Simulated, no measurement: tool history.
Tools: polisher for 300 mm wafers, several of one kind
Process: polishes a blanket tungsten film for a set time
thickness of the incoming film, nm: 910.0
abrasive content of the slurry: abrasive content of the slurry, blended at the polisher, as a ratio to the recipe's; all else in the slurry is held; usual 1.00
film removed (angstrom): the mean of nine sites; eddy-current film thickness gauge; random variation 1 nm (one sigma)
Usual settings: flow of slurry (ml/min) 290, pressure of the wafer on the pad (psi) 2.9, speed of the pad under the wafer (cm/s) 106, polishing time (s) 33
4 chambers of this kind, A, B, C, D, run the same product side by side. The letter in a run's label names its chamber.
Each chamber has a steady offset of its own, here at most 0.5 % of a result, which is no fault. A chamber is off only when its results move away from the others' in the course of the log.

run   hour  flow of slurry (ml/min)  pressure of the wafer on the pad (psi)  speed of the pad under the wafer (cm/s)  abrasive content of the slurry  polishing time (s)  film removed (angstrom)
       6.3  -- chamber C: slurry tank refilled with fresh slurry and peroxide
 1C    6.9                      290                                     2.9                                      106                            1.00                  33                  1092.90
 2D   11.0                      290                                     2.9                                      106                            1.00                  33                  1096.70
      14.2  -- chamber B: slurry tank refilled with fresh slurry and peroxide
 3B   16.2                      290                                     2.9                                      106                            1.00                  33                  1103.50
 4A   20.4                      290                                     2.9                                      106                            1.00                  33                  1108.80
      25.5  -- chamber D: worn pad replaced by a new one
 5B   27.5                      290                                     2.9                                      106                            1.00                  33                  1101.60
 6C   33.9                      290                                     2.9                                      106                            1.00                  33                  1084.70
      35.7  -- chamber B: worn pad replaced by a new one
 7D   38.0                      290                                     2.9                                      106                            1.00                  33                  1109.00
 8A   44.7                      330                                     2.9                                      106                            1.00                  33                  1111.00
      47.3  -- chamber D: slurry tank refilled with fresh slurry and peroxide
 9C   49.4                      330                                     2.9                                      106                            1.00                  33                  1106.40
10D   55.8                      330                                     2.9                                      106                            1.00                  33                  1135.60
      57.0  -- chamber A: worn pad replaced by a new one
11B   62.6                      330                                     2.9                                      106                            1.00                  33                  1108.00
      64.2  -- chamber B: slurry tank refilled with fresh slurry and peroxide
12A   68.4                      290                                     2.1                                      106                            1.20                  33                   836.07
      70.1  -- chamber C: worn pad replaced by a new one
13C   72.5                      290                                     2.1                                      106                            1.20                  33                   822.41
      76.4  -- chamber B: head pressure recalibrated
14A   77.7                      290                                     2.1                                      106                            1.20                  33                   828.67
15B   83.2                      290                                     2.1                                      106                            1.20                  33                   819.42
      83.5  -- chamber B: worn pad replaced by a new one
      86.0  -- chamber C: slurry tank refilled with fresh slurry and peroxide
16D   88.9                      290                                     2.9                                      106                            1.00                  33                  1089.40
      91.0  -- chamber D: slurry tank refilled with fresh slurry and peroxide
      91.4  -- chamber D: worn pad replaced by a new one
17A   92.3                      290                                     2.9                                      106                            1.00                  33                  1098.50
      95.3  -- chamber A: slurry tank refilled with fresh slurry and peroxide
18B   96.2                      290                                     2.9                                      106                            1.00                  33                  1075.80
19C  103.1                      290                                     2.9                                      106                            1.00                  33                  1096.50
20D  107.1                      290                                     2.9                                      106                            1.00                  33                  1098.90
     111.1  -- chamber D: slurry blender recalibrated
21A  112.8                      290                                     2.9                                      106                            1.00                  33                  1104.10
     114.1  -- chamber B: slurry tank refilled with fresh slurry and peroxide
22C  118.9                      290                                     2.9                                      106                            1.00                  33                  1091.20
23B  122.7                      290                                     3.8                                      106                            1.00                  26                  1128.10
     127.0  -- chamber B: worn pad replaced by a new one
24D  128.8                      290                                     3.8                                      106                            1.00                  26                  1144.40
25D  133.1                      290                                     3.8                                      106                            1.00                  26                  1136.90
     137.9  -- chamber A: slurry blender recalibrated
26C  138.7                      290                                     3.8                                      106                            1.00                  26                  1141.70
     139.5  -- chamber D: slurry tank refilled with fresh slurry and peroxide
27B  144.2                      290                                     2.9                                      106                            1.00                  33                  1047.80
28A  150.1                      290                                     2.9                                      106                            1.00                  33                  1083.00
     153.2  -- chamber D: worn pad replaced by a new one
     153.7  -- chamber C: slurry tank refilled with fresh slurry and peroxide
29D  154.4                      290                                     2.9                                      106                            1.00                  33                  1082.00
     157.1  -- chamber A: worn pad replaced by a new one
30C  161.6                      290                                     2.9                                      106                            1.00                  33                  1098.60
31A  165.1                      290                                     2.9                                      106                            1.00                  33                  1077.30
32B  168.8                      290                                     2.9                                      106                            1.00                  33                  1037.10
33D  173.7                      290                                     2.9                                      106                            1.00                  33                  1093.70

Next, every chamber runs the same settings. What will each give?
34A  179.4                      290                                     2.9                                      106                            1.25                  33                        ?
34B  179.4                      290                                     2.9                                      106                            1.25                  33                        ?
34C  179.4                      290                                     2.9                                      106                            1.25                  33                        ?
34D  179.4                      290                                     2.9                                      106                            1.25                  33                        ?

run  film removed (angstrom)
34A                  1179.20
34B                  1105.10
34C                  1151.90
34D                  1166.30

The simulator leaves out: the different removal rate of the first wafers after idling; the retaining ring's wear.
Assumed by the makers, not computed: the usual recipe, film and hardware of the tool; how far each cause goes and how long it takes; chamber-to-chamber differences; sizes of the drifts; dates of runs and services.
